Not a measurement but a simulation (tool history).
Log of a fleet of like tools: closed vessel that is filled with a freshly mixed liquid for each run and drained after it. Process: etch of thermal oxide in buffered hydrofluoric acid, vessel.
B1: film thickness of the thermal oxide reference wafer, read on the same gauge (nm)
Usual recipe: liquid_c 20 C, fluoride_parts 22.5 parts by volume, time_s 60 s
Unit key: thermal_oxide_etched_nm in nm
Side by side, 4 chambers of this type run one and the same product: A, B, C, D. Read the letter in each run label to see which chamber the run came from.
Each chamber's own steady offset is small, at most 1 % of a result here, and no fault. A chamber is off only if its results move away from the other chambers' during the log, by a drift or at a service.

-- hour=0.5 chamber D: thermometer replaced
-- hour=12.3 chamber B: hydrofluoric acid flow meter replaced
run 1A hour=12.3 | liquid_c=20 fluoride_parts=22.5 time_s=60 | B1=89.979 | thermal_oxide_etched_nm=27.124
run 2B hour=25.4 | liquid_c=20 fluoride_parts=22.5 time_s=60 | B1=90.016 | thermal_oxide_etched_nm=26.412
run 3D hour=35 | liquid_c=20 fluoride_parts=22.5 time_s=60 | B1=90.011 | thermal_oxide_etched_nm=27.125
run 4C hour=43.6 | liquid_c=20 fluoride_parts=22.5 time_s=60 | B1=90.011 | thermal_oxide_etched_nm=26.533
run 5A hour=55.6 | liquid_c=20 fluoride_parts=22.5 time_s=60 | B1=90 | thermal_oxide_etched_nm=26.793
run 6B hour=70.3 | liquid_c=20 fluoride_parts=22.5 time_s=60 | B1=90 | thermal_oxide_etched_nm=26.593
run 7C hour=84.8 | liquid_c=20 fluoride_parts=22.5 time_s=60 | B1=90.009 | thermal_oxide_etched_nm=26.474
run 8D hour=97.1 | liquid_c=20 fluoride_parts=27.5 time_s=60 | B1=90.003 | thermal_oxide_etched_nm=23.431
run 9C hour=104.3 | liquid_c=20 fluoride_parts=27.5 time_s=60 | B1=89.977 | thermal_oxide_etched_nm=23.062
run 10D hour=116.4 | liquid_c=20 fluoride_parts=27.5 time_s=60 | B1=89.987 | thermal_oxide_etched_nm=23.246
run 11A hour=127.3 | liquid_c=20 fluoride_parts=27.5 time_s=60 | B1=89.995 | thermal_oxide_etched_nm=23.935
run 12B hour=134.4 | liquid_c=20 fluoride_parts=22.5 time_s=60 | B1=89.978 | thermal_oxide_etched_nm=26.858
run 13A hour=145.9 | liquid_c=20 fluoride_parts=22.5 time_s=60 | B1=89.997 | thermal_oxide_etched_nm=26.875
run 14D hour=155 | liquid_c=20 fluoride_parts=22.5 time_s=60 | B1=89.999 | thermal_oxide_etched_nm=27.271
run 15C hour=167 | liquid_c=20 fluoride_parts=22.5 time_s=60 | B1=90.006 | thermal_oxide_etched_nm=26.575
run 16B hour=174.9 | liquid_c=20 fluoride_parts=22.5 time_s=60 | B1=90.01 | thermal_oxide_etched_nm=26.764
run 17D hour=181.8 | liquid_c=20 fluoride_parts=22.5 time_s=60 | B1=89.993 | thermal_oxide_etched_nm=27.009
run 18B hour=193.1 | liquid_c=20 fluoride_parts=22.5 time_s=60 | B1=89.979 | thermal_oxide_etched_nm=26.712
run 19C hour=207 | liquid_c=20 fluoride_parts=22.5 time_s=60 | B1=89.999 | thermal_oxide_etched_nm=26.402
run 20A hour=216.1 | liquid_c=20 fluoride_parts=22.5 time_s=60 | B1=90.001 | thermal_oxide_etched_nm=26.962
run 21B hour=230.5 | liquid_c=20 fluoride_parts=22.5 time_s=60 | B1=89.991 | thermal_oxide_etched_nm=28.017
run 22A hour=240.7 | liquid_c=20 fluoride_parts=22.5 time_s=60 | B1=90.007 | thermal_oxide_etched_nm=26.934
run 23D hour=251.8 | liquid_c=20 fluoride_parts=22.5 time_s=60 | B1=90.023 | thermal_oxide_etched_nm=26.919
-- hour=257 chamber C: hydrofluoric acid flow meter replaced
run 24C hour=264.5 | liquid_c=20 fluoride_parts=22.5 time_s=60 | B1=90.014 | thermal_oxide_etched_nm=26.648
run 25A hour=278.8 | liquid_c=20 fluoride_parts=22.5 time_s=60 | B1=90.006 | thermal_oxide_etched_nm=27.194
run 26B hour=292 | liquid_c=20 fluoride_parts=22.5 time_s=60 | B1=90.009 | thermal_oxide_etched_nm=28.291
run 27C hour=306.1 | liquid_c=20 fluoride_parts=22.5 time_s=60 | B1=90.006 | thermal_oxide_etched_nm=26.301
run 28D hour=317.7 | liquid_c=20 fluoride_parts=22.5 time_s=60 | B1=90.003 | thermal_oxide_etched_nm=27.302
run 29B hour=327 | liquid_c=20 fluoride_parts=22.5 time_s=60 | B1=89.99 | thermal_oxide_etched_nm=28.718
run 30A hour=339.9 | liquid_c=20 fluoride_parts=22.5 time_s=60 | B1=89.985 | thermal_oxide_etched_nm=27.02
run 31C hour=350.7 | liquid_c=20 fluoride_parts=22.5 time_s=60 | B1=90.011 | thermal_oxide_etched_nm=26.625
run 32D hour=359.7 | liquid_c=20 fluoride_parts=22.5 time_s=60 | B1=90.015 | thermal_oxide_etched_nm=26.803

Is one chamber off against the others, does the gauge drift, or is nothing wrong? If a chamber is off, say which, and what the likeliest cause is.

One chamber, B, drifts off from the rest bit by bit.
Most likely cause: liquid hotter than its thermometer reads (K) = 1.92.

Chamber B could run next with any of the 4 candidate recipes listed below; each alters the usual settings, and their results appear as question marks. Which one brings its results back in line with what the other chambers deliver on the usual settings?
Allowed miss from the other chambers' usual-settings mean, per result, to count as in line: thermal_oxide_etched_nm 0.76 nm
run 33B-1 hour=370.3 | liquid_c=20.5 fluoride_parts=22 time_s=60 | thermal_oxide_etched_nm=?
run 33B-2 hour=370.3 | liquid_c=20 fluoride_parts=24 time_s=60 | thermal_oxide_etched_nm=?
run 33B-3 hour=370.3 | liquid_c=20 fluoride_parts=22 time_s=65 | thermal_oxide_etched_nm=?
run 33B-4 hour=370.3 | liquid_c=20 fluoride_parts=23 time_s=55 | thermal_oxide_etched_nm=?

Average result of the remaining chambers running the usual settings: thermal_oxide_etched_nm 26.872 nm
run=33B-1 thermal_oxide_etched_nm=30.79
run=33B-2 thermal_oxide_etched_nm=28.19
run=33B-3 thermal_oxide_etched_nm=32.444
run=33B-4 thermal_oxide_etched_nm=26.617
33B-4 brings the chamber back in line.
